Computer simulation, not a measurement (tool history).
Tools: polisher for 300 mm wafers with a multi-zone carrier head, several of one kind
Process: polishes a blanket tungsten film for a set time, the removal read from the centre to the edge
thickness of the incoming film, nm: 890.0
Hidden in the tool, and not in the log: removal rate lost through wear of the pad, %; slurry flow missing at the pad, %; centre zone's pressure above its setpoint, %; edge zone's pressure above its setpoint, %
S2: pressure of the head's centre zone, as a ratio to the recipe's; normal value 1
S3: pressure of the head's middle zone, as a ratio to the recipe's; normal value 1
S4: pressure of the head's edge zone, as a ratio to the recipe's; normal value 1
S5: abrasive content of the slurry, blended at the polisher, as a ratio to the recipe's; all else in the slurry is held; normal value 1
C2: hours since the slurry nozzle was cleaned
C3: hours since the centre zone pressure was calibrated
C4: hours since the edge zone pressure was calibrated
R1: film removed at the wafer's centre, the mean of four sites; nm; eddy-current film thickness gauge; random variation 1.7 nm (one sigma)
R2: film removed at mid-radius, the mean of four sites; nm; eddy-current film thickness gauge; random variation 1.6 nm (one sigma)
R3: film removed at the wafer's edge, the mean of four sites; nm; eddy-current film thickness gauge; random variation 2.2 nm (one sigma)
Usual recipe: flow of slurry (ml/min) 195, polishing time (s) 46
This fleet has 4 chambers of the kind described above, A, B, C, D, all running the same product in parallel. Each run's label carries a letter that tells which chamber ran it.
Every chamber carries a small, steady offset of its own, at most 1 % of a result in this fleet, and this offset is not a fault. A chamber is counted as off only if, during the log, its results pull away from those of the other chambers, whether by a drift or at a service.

{"hour": 1.7, "done": "chamber D: worn pad replaced by a new one"}
{"hour": 7.8, "done": "chamber C: worn pad replaced by a new one"}
{"run": "1B", "hour": 12.6, "flow of slurry (ml/min)": 195, "S2": 1, "S3": 1, "S4": 1, "S5": 1, "polishing time (s)": 46, "wafers polished on this pad": 380, "C2": 152.3, "C3": 20.7, "C4": 1014.3, "R1": 208.4, "R2": 211.48, "R3": 211.73}
{"run": "2A", "hour": 26.3, "flow of slurry (ml/min)": 195, "S2": 1, "S3": 1, "S4": 1, "S5": 1, "polishing time (s)": 46, "wafers polished on this pad": 462, "C2": 76.6, "C3": 271, "C4": 125.6, "R1": 212.53, "R2": 209.55, "R3": 212.74}
{"run": "3D", "hour": 33.7, "flow of slurry (ml/min)": 195, "S2": 1, "S3": 1, "S4": 1, "S5": 1, "polishing time (s)": 46, "wafers polished on this pad": 442, "C2": 231.1, "C3": 472.4, "C4": 199.9, "R1": 209.89, "R2": 214.28, "R3": 208.48}
{"run": "4C", "hour": 48.2, "flow of slurry (ml/min)": 195, "S2": 1, "S3": 1, "S4": 1, "S5": 1, "polishing time (s)": 46, "wafers polished on this pad": 558, "C2": 97.1, "C3": 249.1, "C4": 396.9, "R1": 210.77, "R2": 213.15, "R3": 212.42}
{"hour": 61.4, "done": "chamber A: worn pad replaced by a new one"}
{"run": "5C", "hour": 63.8, "flow of slurry (ml/min)": 195, "S2": 1, "S3": 1, "S4": 1, "S5": 1, "polishing time (s)": 46, "wafers polished on this pad": 773, "C2": 112.7, "C3": 264.7, "C4": 412.5, "R1": 210.39, "R2": 210.94, "R3": 208.37}
{"hour": 70.8, "done": "chamber B: worn pad replaced by a new one"}
{"hour": 75.7, "done": "chamber D: worn pad replaced by a new one"}
{"run": "6A", "hour": 76.4, "flow of slurry (ml/min)": 195, "S2": 1, "S3": 1, "S4": 1, "S5": 1, "polishing time (s)": 46, "wafers polished on this pad": 207, "C2": 126.7, "C3": 321.1, "C4": 175.7, "R1": 208.87, "R2": 207, "R3": 208.96}
{"run": "7D", "hour": 91.6, "flow of slurry (ml/min)": 195, "S2": 1, "S3": 1, "S4": 1, "S5": 1, "polishing time (s)": 46, "wafers polished on this pad": 220, "C2": 289, "C3": 530.3, "C4": 257.8, "R1": 210.59, "R2": 209.13, "R3": 213.01}
{"hour": 97.3, "done": "chamber C: worn pad replaced by a new one"}
{"run": "8B", "hour": 104.4, "flow of slurry (ml/min)": 195, "S2": 1, "S3": 1, "S4": 1, "S5": 1, "polishing time (s)": 46, "wafers polished on this pad": 465, "C2": 244.1, "C3": 112.5, "C4": 1106.1, "R1": 208.29, "R2": 209.23, "R3": 209.04}
{"run": "9A", "hour": 117.6, "flow of slurry (ml/min)": 195, "S2": 1, "S3": 1, "S4": 1, "S5": 1, "polishing time (s)": 46, "wafers polished on this pad": 776, "C2": 167.9, "C3": 362.3, "C4": 216.9, "R1": 210.92, "R2": 209.63, "R3": 208.14}
{"run": "10C", "hour": 132.2, "flow of slurry (ml/min)": 195, "S2": 1, "S3": 1, "S4": 1, "S5": 1, "polishing time (s)": 46, "wafers polished on this pad": 482, "C2": 181.1, "C3": 333.1, "C4": 480.9, "R1": 209.36, "R2": 208.8, "R3": 211.92}
{"hour": 139.7, "done": "chamber D: worn pad replaced by a new one"}
{"hour": 140.0, "done": "chamber A: worn pad replaced by a new one"}
{"run": "11B", "hour": 144.6, "flow of slurry (ml/min)": 195, "S2": 1, "S3": 1, "S4": 1, "S5": 1, "polishing time (s)": 46, "wafers polished on this pad": 1020, "C2": 284.3, "C3": 152.7, "C4": 1146.3, "R1": 205.09, "R2": 206.16, "R3": 208.18}
{"hour": 148.5, "done": "chamber B: worn pad replaced by a new one"}
{"run": "12D", "hour": 155.4, "flow of slurry (ml/min)": 195, "S2": 1, "S3": 1, "S4": 1, "S5": 1, "polishing time (s)": 46, "wafers polished on this pad": 217, "C2": 352.8, "C3": 594.1, "C4": 321.6, "R1": 211.87, "R2": 209.47, "R3": 210.63}
{"run": "13A", "hour": 166.9, "flow of slurry (ml/min)": 195, "S2": 1, "S3": 1, "S4": 1, "S5": 1, "polishing time (s)": 46, "wafers polished on this pad": 372, "C2": 217.2, "C3": 411.6, "C4": 266.2, "R1": 209.21, "R2": 211.07, "R3": 207.29}
{"hour": 172.6, "done": "chamber C: worn pad replaced by a new one"}
{"run": "14B", "hour": 181.4, "flow of slurry (ml/min)": 195, "S2": 1, "S3": 1, "S4": 1, "S5": 1, "polishing time (s)": 46, "wafers polished on this pad": 455, "C2": 321.1, "C3": 189.5, "C4": 1183.1, "R1": 202.67, "R2": 205.93, "R3": 211.17}
{"run": "15D", "hour": 190.1, "flow of slurry (ml/min)": 195, "S2": 1, "S3": 1, "S4": 1, "S5": 1, "polishing time (s)": 46, "wafers polished on this pad": 697, "C2": 387.5, "C3": 628.8, "C4": 356.3, "R1": 210.54, "R2": 211.81, "R3": 213.24}
{"run": "16C", "hour": 198.2, "flow of slurry (ml/min)": 195, "S2": 1, "S3": 1, "S4": 1, "S5": 1, "polishing time (s)": 46, "wafers polished on this pad": 354, "C2": 247.1, "C3": 399.1, "C4": 546.9, "R1": 211.6, "R2": 211.49, "R3": 207.95}
{"hour": 206.4, "done": "chamber D: worn pad replaced by a new one"}
{"run": "17B", "hour": 211.6, "flow of slurry (ml/min)": 195, "S2": 1, "S3": 1, "S4": 1, "S5": 1, "polishing time (s)": 46, "wafers polished on this pad": 872, "C2": 351.3, "C3": 219.7, "C4": 1213.3, "R1": 200.81, "R2": 202.55, "R3": 207.06}
{"hour": 215.0, "done": "chamber C: slurry nozzle cleaned"}
{"hour": 216.6, "done": "chamber A: worn pad replaced by a new one"}
{"hour": 223.0, "done": "chamber B: worn pad replaced by a new one"}
{"run": "18C", "hour": 224.3, "flow of slurry (ml/min)": 195, "S2": 1, "S3": 1, "S4": 1, "S5": 1.1, "polishing time (s)": 32, "wafers polished on this pad": 714, "C2": 9.4, "C3": 425.2, "C4": 573, "R1": 149.25, "R2": 149.76, "R3": 151.59}
{"hour": 228.4, "done": "chamber C: centre zone pressure recalibrated"}
{"run": "19D", "hour": 233.9, "flow of slurry (ml/min)": 195, "S2": 1, "S3": 1, "S4": 1, "S5": 1.1, "polishing time (s)": 32, "wafers polished on this pad": 380, "C2": 431.3, "C3": 672.6, "C4": 400.1, "R1": 150.55, "R2": 150.57, "R3": 150.97}
{"hour": 242.1, "done": "chamber D: centre zone pressure recalibrated"}
{"hour": 243.5, "done": "chamber C: worn pad replaced by a new one"}
{"run": "20A", "hour": 247.2, "flow of slurry (ml/min)": 195, "S2": 1, "S3": 1, "S4": 1, "S5": 1.1, "polishing time (s)": 32, "wafers polished on this pad": 423, "C2": 297.5, "C3": 491.9, "C4": 346.5, "R1": 149.41, "R2": 149.69, "R3": 151.76}
{"run": "21B", "hour": 258.9, "flow of slurry (ml/min)": 195, "S2": 1, "S3": 1, "S4": 1, "S5": 1.1, "polishing time (s)": 32, "wafers polished on this pad": 497, "C2": 398.6, "C3": 267, "C4": 1260.6, "R1": 140.42, "R2": 142.76, "R3": 147.61}
{"run": "22A", "hour": 268.6, "flow of slurry (ml/min)": 195, "S2": 1, "S3": 1, "S4": 1, "S5": 1, "polishing time (s)": 46, "wafers polished on this pad": 719, "C2": 318.9, "C3": 513.3, "C4": 367.9, "R1": 208.9, "R2": 208.75, "R3": 212.6}
{"run": "23D", "hour": 284.2, "flow of slurry (ml/min)": 195, "S2": 1, "S3": 1, "S4": 1, "S5": 1, "polishing time (s)": 46, "wafers polished on this pad": 1075, "C2": 481.6, "C3": 42.1, "C4": 450.4, "R1": 208.77, "R2": 210.33, "R3": 211.2}
{"hour": 288.7, "done": "chamber D: worn pad replaced by a new one"}
{"hour": 297.2, "done": "chamber A: worn pad replaced by a new one"}
{"run": "24C", "hour": 297.6, "flow of slurry (ml/min)": 195, "S2": 1, "S3": 1, "S4": 1, "S5": 1, "polishing time (s)": 46, "wafers polished on this pad": 748, "C2": 82.7, "C3": 69.2, "C4": 646.3, "R1": 212.72, "R2": 212.72, "R3": 210.45}
{"hour": 305.0, "done": "chamber B: worn pad replaced by a new one"}
{"run": "25B", "hour": 311.7, "flow of slurry (ml/min)": 195, "S2": 1, "S3": 1, "S4": 1, "S5": 1, "polishing time (s)": 31, "wafers polished on this pad": 93, "C2": 451.4, "C3": 319.8, "C4": 1313.4, "R1": 129.78, "R2": 133.35, "R3": 136.02}
{"hour": 322.7, "done": "chamber C: worn pad replaced by a new one"}
{"run": "26C", "hour": 327.4, "flow of slurry (ml/min)": 195, "S2": 1, "S3": 1, "S4": 1, "S5": 1, "polishing time (s)": 31, "wafers polished on this pad": 66, "C2": 112.5, "C3": 99, "C4": 676.1, "R1": 142.24, "R2": 142.28, "R3": 144.13}
{"run": "27D", "hour": 338.3, "flow of slurry (ml/min)": 195, "S2": 1, "S3": 1, "S4": 1, "S5": 1, "polishing time (s)": 31, "wafers polished on this pad": 686, "C2": 535.7, "C3": 96.2, "C4": 504.5, "R1": 143.12, "R2": 142.55, "R3": 145.3}
{"run": "28A", "hour": 354.3, "flow of slurry (ml/min)": 195, "S2": 1, "S3": 1, "S4": 1, "S5": 1, "polishing time (s)": 31, "wafers polished on this pad": 790, "C2": 404.6, "C3": 599, "C4": 453.6, "R1": 140.38, "R2": 139.62, "R3": 138.26}
{"hour": 359.2, "done": "chamber B: edge zone pressure recalibrated"}
{"run": "29D", "hour": 364.7, "flow of slurry (ml/min)": 195, "S2": 1, "S3": 1, "S4": 1, "S5": 1, "polishing time (s)": 46, "wafers polished on this pad": 1050, "C2": 562.1, "C3": 122.6, "C4": 530.9, "R1": 213.12, "R2": 210.33, "R3": 214.03}
{"run": "30B", "hour": 373.9, "flow of slurry (ml/min)": 195, "S2": 1, "S3": 1, "S4": 1, "S5": 1, "polishing time (s)": 46, "wafers polished on this pad": 952, "C2": 513.6, "C3": 382, "C4": 14.8, "R1": 190.34, "R2": 193.93, "R3": 201.04}

What goes on in this fleet: one chamber off, a drifting gauge, or nothing beyond the chambers' own small offsets? Name the chamber and the cause, if any.

It is chamber B that slowly wanders off from its peers.
What lies behind it: slurry flow missing at the pad, % = 38.1.

Which of the 4 candidates below, each the usual settings with something changed and its results left as question marks, puts chamber B back in line with what the other chambers give on the usual settings?
A result is in line if it is within this distance of the other chambers' mean on the usual settings: R1 6 nm; R2 5.5 nm; R3 7.6 nm
{"run": "31B-1", "hour": 385.5, "flow of slurry (ml/min)": 185, "S2": 0.97, "S3": 0.98, "S4": 1.02, "S5": 1, "polishing time (s)": 43, "R1": "?", "R2": "?", "R3": "?"}
{"run": "31B-2", "hour": 385.5, "flow of slurry (ml/min)": 200, "S2": 1.01, "S3": 1.01, "S4": 0.99, "S5": 1, "polishing time (s)": 47, "R1": "?", "R2": "?", "R3": "?"}
{"run": "31B-3", "hour": 385.5, "flow of slurry (ml/min)": 190, "S2": 0.99, "S3": 0.99, "S4": 1.01, "S5": 1, "polishing time (s)": 45, "R1": "?", "R2": "?", "R3": "?"}
{"run": "31B-4", "hour": 385.5, "flow of slurry (ml/min)": 205, "S2": 1.03, "S3": 1.02, "S4": 0.98, "S5": 1, "polishing time (s)": 49, "R1": "?", "R2": "?", "R3": "?"}

What the other chambers average on the usual settings: R1 210.3 nm; R2 211.07 nm; R3 211.2 nm
run=31B-1 R1=168.69 R2=174.9 R3=186.61
run=31B-2 R1=196.89 R2=200.05 R3=203.32
run=31B-3 R1=181.89 R2=185.9 R3=195.13
run=31B-4 R1=211.07 R2=211.58 R3=211.66
It is 31B-4 that realigns the chamber with its peers.
